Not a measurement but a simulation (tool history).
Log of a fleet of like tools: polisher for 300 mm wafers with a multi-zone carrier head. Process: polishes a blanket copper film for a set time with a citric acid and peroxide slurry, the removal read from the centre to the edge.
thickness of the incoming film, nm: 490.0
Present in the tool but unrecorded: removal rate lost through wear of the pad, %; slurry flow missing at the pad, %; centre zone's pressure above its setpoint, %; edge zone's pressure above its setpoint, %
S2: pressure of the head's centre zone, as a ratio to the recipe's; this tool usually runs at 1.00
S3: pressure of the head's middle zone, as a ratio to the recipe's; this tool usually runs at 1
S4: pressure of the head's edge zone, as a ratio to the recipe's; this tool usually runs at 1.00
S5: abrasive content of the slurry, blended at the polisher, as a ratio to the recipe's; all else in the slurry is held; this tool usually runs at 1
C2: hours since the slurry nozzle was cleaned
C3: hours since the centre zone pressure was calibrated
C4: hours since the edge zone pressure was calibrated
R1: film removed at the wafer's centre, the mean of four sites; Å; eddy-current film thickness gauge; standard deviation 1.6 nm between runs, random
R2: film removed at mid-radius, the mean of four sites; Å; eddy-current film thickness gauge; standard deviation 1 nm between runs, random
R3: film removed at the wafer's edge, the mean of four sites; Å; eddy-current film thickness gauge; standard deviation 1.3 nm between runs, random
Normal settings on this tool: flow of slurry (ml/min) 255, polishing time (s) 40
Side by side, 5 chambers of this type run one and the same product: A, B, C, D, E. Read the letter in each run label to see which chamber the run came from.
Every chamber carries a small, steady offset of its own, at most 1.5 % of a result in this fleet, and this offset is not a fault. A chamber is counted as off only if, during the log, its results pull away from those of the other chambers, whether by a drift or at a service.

{"run": "1B", "hour": 5.0, "flow of slurry (ml/min)": 255, "S2": 1.0, "S3": 1, "S4": 1.0, "S5": 1, "polishing time (s)": 40, "wafers polished on this pad": 578, "C2": 205.0, "C3": 427.6, "C4": 760.1, "R1": 1363.1, "R2": 1393.2, "R3": 1394.4}
{"run": "2E", "hour": 9.8, "flow of slurry (ml/min)": 255, "S2": 1.0, "S3": 1, "S4": 1.0, "S5": 1, "polishing time (s)": 40, "wafers polished on this pad": 931, "C2": 54.5, "C3": 190.2, "C4": 56.0, "R1": 1358.4, "R2": 1366.9, "R3": 1390.5}
{"hour": 16.7, "done": "chamber B: worn pad replaced by a new one"}
{"run": "3D", "hour": 18.3, "flow of slurry (ml/min)": 255, "S2": 1.0, "S3": 1, "S4": 1.0, "S5": 1, "polishing time (s)": 40, "wafers polished on this pad": 522, "C2": 163.6, "C3": 70.2, "C4": 280.7, "R1": 1414.7, "R2": 1411.9, "R3": 1375.2}
{"run": "4A", "hour": 26.5, "flow of slurry (ml/min)": 255, "S2": 1.0, "S3": 1, "S4": 1.0, "S5": 1, "polishing time (s)": 40, "wafers polished on this pad": 846, "C2": 681.3, "C3": 804.6, "C4": 234.0, "R1": 1360.8, "R2": 1360.2, "R3": 1374.5}
{"hour": 31.8, "done": "chamber D: worn pad replaced by a new one"}
{"run": "5C", "hour": 32.6, "flow of slurry (ml/min)": 255, "S2": 1.0, "S3": 1, "S4": 1.0, "S5": 1, "polishing time (s)": 40, "wafers polished on this pad": 958, "C2": 182.4, "C3": 1053.8, "C4": 854.9, "R1": 1361.6, "R2": 1378.5, "R3": 1395.9}
{"hour": 35.1, "done": "chamber C: worn pad replaced by a new one"}
{"run": "6A", "hour": 42.5, "flow of slurry (ml/min)": 255, "S2": 0.95, "S3": 1, "S4": 0.91, "S5": 1, "polishing time (s)": 40, "wafers polished on this pad": 965, "C2": 697.3, "C3": 820.6, "C4": 250.0, "R1": 1279.8, "R2": 1358.1, "R3": 1327.9}
{"hour": 42.9, "done": "chamber E: worn pad replaced by a new one"}
{"run": "7C", "hour": 49.5, "flow of slurry (ml/min)": 255, "S2": 0.95, "S3": 1, "S4": 0.91, "S5": 1, "polishing time (s)": 40, "wafers polished on this pad": 107, "C2": 199.3, "C3": 1070.7, "C4": 871.8, "R1": 1279.5, "R2": 1370.9, "R3": 1328.6}
{"run": "8D", "hour": 57.3, "flow of slurry (ml/min)": 255, "S2": 0.95, "S3": 1, "S4": 0.91, "S5": 1, "polishing time (s)": 40, "wafers polished on this pad": 190, "C2": 202.6, "C3": 109.2, "C4": 319.7, "R1": 1307.9, "R2": 1387.3, "R3": 1321.0}
{"run": "9B", "hour": 65.2, "flow of slurry (ml/min)": 255, "S2": 0.95, "S3": 1, "S4": 0.91, "S5": 1, "polishing time (s)": 40, "wafers polished on this pad": 361, "C2": 265.2, "C3": 487.8, "C4": 820.3, "R1": 1309.1, "R2": 1363.6, "R3": 1313.4}
{"hour": 65.5, "done": "chamber B: edge zone pressure recalibrated"}
{"run": "10E", "hour": 75.5, "flow of slurry (ml/min)": 255, "S2": 0.95, "S3": 1, "S4": 0.91, "S5": 1, "polishing time (s)": 40, "wafers polished on this pad": 242, "C2": 120.2, "C3": 255.9, "C4": 121.7, "R1": 1324.8, "R2": 1344.2, "R3": 1303.8}
{"run": "11A", "hour": 80.1, "flow of slurry (ml/min)": 255, "S2": 1.0, "S3": 1, "S4": 1.0, "S5": 1, "polishing time (s)": 40, "wafers polished on this pad": 1245, "C2": 734.9, "C3": 858.2, "C4": 287.6, "R1": 1348.0, "R2": 1383.7, "R3": 1381.7}
{"run": "12B", "hour": 90.3, "flow of slurry (ml/min)": 255, "S2": 1.0, "S3": 1, "S4": 1.0, "S5": 1, "polishing time (s)": 40, "wafers polished on this pad": 547, "C2": 290.3, "C3": 512.9, "C4": 24.9, "R1": 1363.2, "R2": 1360.6, "R3": 1405.1}
{"hour": 95.7, "done": "chamber C: edge zone pressure recalibrated"}
{"run": "13C", "hour": 99.3, "flow of slurry (ml/min)": 255, "S2": 1.0, "S3": 1, "S4": 1.0, "S5": 1, "polishing time (s)": 40, "wafers polished on this pad": 478, "C2": 249.1, "C3": 1120.5, "C4": 3.6, "R1": 1375.4, "R2": 1365.7, "R3": 1378.9}
{"run": "14E", "hour": 106.9, "flow of slurry (ml/min)": 255, "S2": 1.0, "S3": 1, "S4": 1.0, "S5": 1, "polishing time (s)": 40, "wafers polished on this pad": 476, "C2": 151.6, "C3": 287.3, "C4": 153.1, "R1": 1386.6, "R2": 1369.0, "R3": 1390.6}
{"run": "15D", "hour": 113.4, "flow of slurry (ml/min)": 255, "S2": 1.0, "S3": 1, "S4": 1.0, "S5": 1, "polishing time (s)": 40, "wafers polished on this pad": 607, "C2": 258.7, "C3": 165.3, "C4": 375.8, "R1": 1368.8, "R2": 1403.0, "R3": 1394.6}
{"hour": 115.6, "done": "chamber B: worn pad replaced by a new one"}
{"run": "16E", "hour": 119.5, "flow of slurry (ml/min)": 255, "S2": 1.0, "S3": 1, "S4": 1.0, "S5": 1, "polishing time (s)": 40, "wafers polished on this pad": 569, "C2": 164.2, "C3": 299.9, "C4": 165.7, "R1": 1357.1, "R2": 1340.5, "R3": 1346.7}
{"run": "17A", "hour": 124.4, "flow of slurry (ml/min)": 255, "S2": 1.0, "S3": 1, "S4": 1.0, "S5": 1, "polishing time (s)": 40, "wafers polished on this pad": 1574, "C2": 779.2, "C3": 902.5, "C4": 331.9, "R1": 1368.9, "R2": 1343.2, "R3": 1384.3}
{"hour": 124.9, "done": "chamber B: centre zone pressure recalibrated"}
{"run": "18C", "hour": 132.9, "flow of slurry (ml/min)": 255, "S2": 1.0, "S3": 1, "S4": 1.0, "S5": 1, "polishing time (s)": 40, "wafers polished on this pad": 727, "C2": 282.7, "C3": 1154.1, "C4": 37.2, "R1": 1385.7, "R2": 1383.3, "R3": 1363.1}
{"hour": 136.2, "done": "chamber A: slurry nozzle cleaned"}
{"run": "19B", "hour": 138.5, "flow of slurry (ml/min)": 255, "S2": 1.0, "S3": 1, "S4": 1.0, "S5": 1, "polishing time (s)": 40, "wafers polished on this pad": 170, "C2": 338.5, "C3": 13.7, "C4": 73.1, "R1": 1371.5, "R2": 1365.8, "R3": 1373.8}
{"hour": 141.4, "done": "chamber D: worn pad replaced by a new one"}
{"hour": 146.2, "done": "chamber A: centre zone pressure recalibrated"}
{"run": "20D", "hour": 146.9, "flow of slurry (ml/min)": 255, "S2": 1.0, "S3": 1, "S4": 1.0, "S5": 1, "polishing time (s)": 40, "wafers polished on this pad": 41, "C2": 292.2, "C3": 198.8, "C4": 409.3, "R1": 1364.1, "R2": 1389.3, "R3": 1384.6}
{"run": "21E", "hour": 155.4, "flow of slurry (ml/min)": 255, "S2": 1.0, "S3": 1, "S4": 1.0, "S5": 1, "polishing time (s)": 40, "wafers polished on this pad": 836, "C2": 200.1, "C3": 335.8, "C4": 201.6, "R1": 1355.1, "R2": 1376.6, "R3": 1372.9}
{"hour": 157.8, "done": "chamber C: worn pad replaced by a new one"}
{"run": "22D", "hour": 163.7, "flow of slurry (ml/min)": 255, "S2": 1.0, "S3": 1, "S4": 1.0, "S5": 1, "polishing time (s)": 40, "wafers polished on this pad": 166, "C2": 309.0, "C3": 215.6, "C4": 426.1, "R1": 1386.1, "R2": 1388.1, "R3": 1349.6}
{"run": "23C", "hour": 173.9, "flow of slurry (ml/min)": 255, "S2": 1.0, "S3": 1, "S4": 1.0, "S5": 1, "polishing time (s)": 40, "wafers polished on this pad": 120, "C2": 323.7, "C3": 1195.1, "C4": 78.2, "R1": 1409.1, "R2": 1360.2, "R3": 1393.8}
{"hour": 178.3, "done": "chamber C: centre zone pressure recalibrated"}
{"run": "24B", "hour": 180.1, "flow of slurry (ml/min)": 255, "S2": 1.1, "S3": 1, "S4": 1.0, "S5": 1, "polishing time (s)": 40, "wafers polished on this pad": 479, "C2": 380.1, "C3": 55.3, "C4": 114.7, "R1": 1520.3, "R2": 1360.0, "R3": 1379.9}
{"run": "25A", "hour": 185.5, "flow of slurry (ml/min)": 255, "S2": 1.1, "S3": 1, "S4": 1.0, "S5": 1, "polishing time (s)": 40, "wafers polished on this pad": 2029, "C2": 49.3, "C3": 39.3, "C4": 393.0, "R1": 1463.7, "R2": 1335.1, "R3": 1353.8}
{"hour": 189.1, "done": "chamber E: worn pad replaced by a new one"}
{"run": "26C", "hour": 191.0, "flow of slurry (ml/min)": 255, "S2": 1.1, "S3": 1, "S4": 1.0, "S5": 1, "polishing time (s)": 40, "wafers polished on this pad": 247, "C2": 340.8, "C3": 12.7, "C4": 95.3, "R1": 1536.7, "R2": 1397.2, "R3": 1394.5}
{"hour": 198.5, "done": "chamber B: worn pad replaced by a new one"}
{"run": "27D", "hour": 199.4, "flow of slurry (ml/min)": 255, "S2": 1.1, "S3": 1, "S4": 1.0, "S5": 1, "polishing time (s)": 40, "wafers polished on this pad": 431, "C2": 344.7, "C3": 251.3, "C4": 461.8, "R1": 1567.5, "R2": 1385.3, "R3": 1396.3}
{"run": "28B", "hour": 205.9, "flow of slurry (ml/min)": 255, "S2": 1.1, "S3": 1, "S4": 1.0, "S5": 1, "polishing time (s)": 40, "wafers polished on this pad": 55, "C2": 405.9, "C3": 81.1, "C4": 140.5, "R1": 1541.9, "R2": 1362.3, "R3": 1384.6}
{"run": "29E", "hour": 214.3, "flow of slurry (ml/min)": 255, "S2": 1.0, "S3": 1, "S4": 1.0, "S5": 1, "polishing time (s)": 40, "wafers polished on this pad": 187, "C2": 259.0, "C3": 394.7, "C4": 260.5, "R1": 1376.1, "R2": 1366.0, "R3": 1400.2}
{"run": "30A", "hour": 219.0, "flow of slurry (ml/min)": 255, "S2": 1.0, "S3": 1, "S4": 1.0, "S5": 1, "polishing time (s)": 40, "wafers polished on this pad": 2278, "C2": 82.8, "C3": 72.8, "C4": 426.5, "R1": 1332.2, "R2": 1308.2, "R3": 1333.7}
{"run": "31C", "hour": 225.9, "flow of slurry (ml/min)": 255, "S2": 1.0, "S3": 1, "S4": 1.0, "S5": 1, "polishing time (s)": 40, "wafers polished on this pad": 507, "C2": 375.7, "C3": 47.6, "C4": 130.2, "R1": 1358.4, "R2": 1374.7, "R3": 1393.8}
{"run": "32D", "hour": 233.9, "flow of slurry (ml/min)": 255, "S2": 1.0, "S3": 1, "S4": 1.0, "S5": 1, "polishing time (s)": 40, "wafers polished on this pad": 688, "C2": 379.2, "C3": 285.8, "C4": 496.3, "R1": 1400.9, "R2": 1383.5, "R3": 1376.8}
{"run": "33B", "hour": 242.8, "flow of slurry (ml/min)": 255, "S2": 1.0, "S3": 1, "S4": 1.0, "S5": 1, "polishing time (s)": 40, "wafers polished on this pad": 329, "C2": 442.8, "C3": 118.0, "C4": 177.4, "R1": 1385.2, "R2": 1352.7, "R3": 1358.3}
{"run": "34A", "hour": 251.1, "flow of slurry (ml/min)": 255, "S2": 1.0, "S3": 1, "S4": 1.0, "S5": 1, "polishing time (s)": 40, "wafers polished on this pad": 2517, "C2": 114.9, "C3": 104.9, "C4": 458.6, "R1": 1337.2, "R2": 1292.6, "R3": 1300.4}
{"hour": 251.2, "done": "chamber D: worn pad replaced by a new one"}
{"run": "35E", "hour": 257.3, "flow of slurry (ml/min)": 255, "S2": 1.0, "S3": 1, "S4": 1.0, "S5": 1, "polishing time (s)": 40, "wafers polished on this pad": 507, "C2": 302.0, "C3": 437.7, "C4": 303.5, "R1": 1387.3, "R2": 1364.5, "R3": 1373.0}
{"hour": 263.0, "done": "chamber E: slurry nozzle cleaned"}
{"run": "36E", "hour": 266.2, "flow of slurry (ml/min)": 255, "S2": 1.0, "S3": 1, "S4": 1.0, "S5": 1, "polishing time (s)": 40, "wafers polished on this pad": 573, "C2": 3.2, "C3": 446.6, "C4": 312.4, "R1": 1375.0, "R2": 1356.8, "R3": 1381.2}
{"run": "37D", "hour": 270.8, "flow of slurry (ml/min)": 255, "S2": 1.0, "S3": 1, "S4": 1.0, "S5": 1, "polishing time (s)": 40, "wafers polished on this pad": 146, "C2": 416.1, "C3": 322.7, "C4": 533.2, "R1": 1372.5, "R2": 1395.0, "R3": 1391.9}
{"hour": 278.1, "done": "chamber B: worn pad replaced by a new one"}
{"run": "38B", "hour": 278.5, "flow of slurry (ml/min)": 255, "S2": 1.0, "S3": 1, "S4": 1.0, "S5": 1, "polishing time (s)": 40, "wafers polished on this pad": 3, "C2": 478.5, "C3": 153.7, "C4": 213.1, "R1": 1358.5, "R2": 1356.0, "R3": 1364.2}
{"run": "39A", "hour": 285.8, "flow of slurry (ml/min)": 255, "S2": 1.0, "S3": 1, "S4": 1.0, "S5": 1, "polishing time (s)": 40, "wafers polished on this pad": 2775, "C2": 149.6, "C3": 139.6, "C4": 493.3, "R1": 1283.5, "R2": 1274.8, "R3": 1286.6}
{"hour": 287.5, "done": "chamber C: worn pad replaced by a new one"}
{"run": "40C", "hour": 290.5, "flow of slurry (ml/min)": 255, "S2": 1.0, "S3": 1, "S4": 1.0, "S5": 1, "polishing time (s)": 40, "wafers polished on this pad": 22, "C2": 440.3, "C3": 112.2, "C4": 194.8, "R1": 1394.9, "R2": 1361.5, "R3": 1403.8}

One chamber off, gauge drift, or nothing amiss beyond the chambers' own small offsets? If it is a chamber, which one, and what is the likeliest cause?

It is chamber A that slowly wanders off from its peers.
Cause: removal rate lost through wear of the pad, % = 6.31.

Which of the 4 candidates below, each the usual settings with something changed and its results left as question marks, puts chamber A back in line with what the other chambers give on the usual settings?
In line means no further than this from the other chambers' mean on the usual settings: R1 56.0 Å; R2 36.0 Å; R3 44.0 Å
{"run": "41A-1", "hour": 297.8, "flow of slurry (ml/min)": 255, "S2": 1.0, "S3": 1.0, "S4": 1.0, "S5": 1, "polishing time (s)": 39, "R1": "?", "R2": "?", "R3": "?"}
{"run": "41A-2", "hour": 297.8, "flow of slurry (ml/min)": 255, "S2": 1.0, "S3": 1.0, "S4": 1.0, "S5": 1, "polishing time (s)": 41, "R1": "?", "R2": "?", "R3": "?"}
{"run": "41A-3", "hour": 297.8, "flow of slurry (ml/min)": 255, "S2": 1.0, "S3": 1.0, "S4": 1.0, "S5": 1, "polishing time (s)": 43, "R1": "?", "R2": "?", "R3": "?"}
{"run": "41A-4", "hour": 297.8, "flow of slurry (ml/min)": 255, "S2": 1.0, "S3": 0.99, "S4": 1.0, "S5": 1, "polishing time (s)": 38, "R1": "?", "R2": "?", "R3": "?"}

The mean the other chambers reach with the usual settings: R1 1373.7 Å; R2 1371.2 Å; R3 1380.4 Å
run=41A-1 R1=1266.0 R2=1254.6 R3=1258.5
run=41A-2 R1=1331.0 R2=1319.0 R3=1323.1
run=41A-3 R1=1395.9 R2=1383.3 R3=1387.6
run=41A-4 R1=1233.5 R2=1211.1 R3=1226.4
41A-3 puts the chamber back in line with the other chambers.
